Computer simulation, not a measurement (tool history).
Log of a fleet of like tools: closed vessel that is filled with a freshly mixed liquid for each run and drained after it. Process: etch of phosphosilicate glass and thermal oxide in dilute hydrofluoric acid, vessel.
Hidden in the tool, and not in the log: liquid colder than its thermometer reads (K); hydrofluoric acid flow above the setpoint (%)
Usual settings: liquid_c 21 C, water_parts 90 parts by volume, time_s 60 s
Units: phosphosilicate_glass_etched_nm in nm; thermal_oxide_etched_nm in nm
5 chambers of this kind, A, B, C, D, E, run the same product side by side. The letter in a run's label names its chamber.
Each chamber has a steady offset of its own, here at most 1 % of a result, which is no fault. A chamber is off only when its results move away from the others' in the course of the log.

run     day  liquid_c  water_parts  time_s  hours since the thermometer was replaced  hours since the hydrofluoric acid flow meter was replaced  read-back film thickness of the phosphosilicate glass reference wafer, read on the same gauge (nm)  read-back film thickness of the thermal oxide reference wafer, read on the same gauge (nm)  phosphosilicate_glass_etched_nm  thermal_oxide_etched_nm
 1C   0.321        21           90      60                                    1793.0                                                      420.9                                                                                              149.98                                                                                      110.01                           65.707                   2.8388
 2D   0.592        21           90      60                                    1466.5                                                     2271.9                                                                                              150.01                                                                                      110.00                           65.944                   2.8471
 3E   1.150        21           90      60                                     898.8                                                     1260.0                                                                                              150.02                                                                                      110.01                           65.525                   2.9049
 4B   1.517        21           90      60                                    2759.1                                                     1823.1                                                                                              150.03                                                                                      109.99                           66.447                   2.9156
 5A   1.992        21           60      90                                     437.9                                                     1460.9                                                                                              150.01                                                                                      109.98                          152.180                   6.7022
      2.225  -- chamber C: thermometer replaced
 6B   2.467        21           60      90                                    2781.9                                                     1845.9                                                                                              150.03                                                                                      109.97                          154.850                   6.6910
 7D   2.821        21           60      90                                    1520.0                                                     2325.4                                                                                              149.99                                                                                      110.02                          153.500                   6.6219
      3.046  -- chamber B: hydrofluoric acid flow meter replaced
 8A   3.242        21           60      90                                     467.9                                                     1490.9                                                                                              149.97                                                                                      110.03                          153.440                   6.5948
 9E   3.788        21           60      90                                     962.1                                                     1323.3                                                                                              150.00                                                                                      109.99                          154.000                   6.8048
10C   4.208        21           90      60                                      47.7                                                      514.2                                                                                              150.02                                                                                      109.98                           66.975                   2.8787
11E   4.600        21           90      60                                     981.6                                                     1342.8                                                                                              149.98                                                                                      110.00                           66.088                   2.9010
12B   5.046        21           90      60                                    2843.8                                                       48.0                                                                                              150.00                                                                                      110.02                           67.155                   2.8264
13A   5.400        21           90      60                                     519.7                                                     1542.7                                                                                              149.97                                                                                      109.98                           65.863                   2.8597
      5.633  -- chamber B: thermometer replaced
14D   5.942        21           90      60                                    1594.9                                                     2400.3                                                                                              149.97                                                                                      109.99                           66.705                   2.8290
15C   6.279        21           90      60                                      97.4                                                      563.9                                                                                              149.99                                                                                      109.99                           65.980                   2.8685
16C   6.854        21           90      60                                     111.2                                                      577.7                                                                                              149.96                                                                                      110.01                           66.731                   2.8645
17D   7.429        21           90      60                                    1630.6                                                     2436.0                                                                                              150.01                                                                                      109.99                           66.098                   2.8675
18A   8.017        21           90      60                                     582.5                                                     1605.5                                                                                              150.03                                                                                      110.01                           65.855                   2.8613
19B   8.617        21           90      60                                      71.7                                                      133.7                                                                                              150.00                                                                                      109.99                           66.507                   2.8311
      8.646  -- chamber D: hydrofluoric acid flow meter replaced
20E   8.908        21           90      60                                    1085.0                                                     1446.2                                                                                              149.97                                                                                      110.02                           65.688                   2.9304
21E   9.321        21           90      60                                    1094.9                                                     1456.1                                                                                              150.04                                                                                      110.03                           65.951                   2.8287
22C   9.883        21           90      60                                     183.9                                                      650.4                                                                                              149.99                                                                                      109.99                           66.101                   2.8865
23B  10.358        21           90      60                                     113.5                                                      175.5                                                                                              150.01                                                                                      109.99                           66.922                   2.8166
24A  10.658        21           90      60                                     645.9                                                     1668.9                                                                                              150.00                                                                                      110.01                           65.204                   2.8150
25D  10.958        21           90      60                                    1715.3                                                       55.5                                                                                              150.01                                                                                      110.00                           66.873                   2.8459
26C  11.517        21           90      60                                     223.1                                                      689.6                                                                                              149.97                                                                                      110.02                           65.600                   2.8614
27D  11.804        21           90      60                                    1735.6                                                       75.8                                                                                              149.99                                                                                      110.02                           66.248                   2.8638
28A  12.167        21           90      60                                     682.1                                                     1705.1                                                                                              149.96                                                                                      109.98                           65.724                   2.9216
29B  12.621        21           90      60                                     167.8                                                      229.8                                                                                              150.06                                                                                      109.97                           65.965                   2.8079
30E  13.075        21           90      60                                    1185.0                                                     1546.2                                                                                              150.00                                                                                      110.01                           66.096                   2.8489
31D  13.538        21           90      60                                    1777.2                                                      117.4                                                                                              150.01                                                                                      110.01                           66.028                   2.8691
32C  14.058        21           90      60                                     284.1                                                      750.6                                                                                              150.00                                                                                      109.98                           67.534                   2.8372

What goes on in this fleet: one chamber off, a drifting gauge, or nothing beyond the chambers' own small offsets? Name the chamber and the cause, if any.

No chamber stands off beyond its own small offset, and the gauge holds steady.

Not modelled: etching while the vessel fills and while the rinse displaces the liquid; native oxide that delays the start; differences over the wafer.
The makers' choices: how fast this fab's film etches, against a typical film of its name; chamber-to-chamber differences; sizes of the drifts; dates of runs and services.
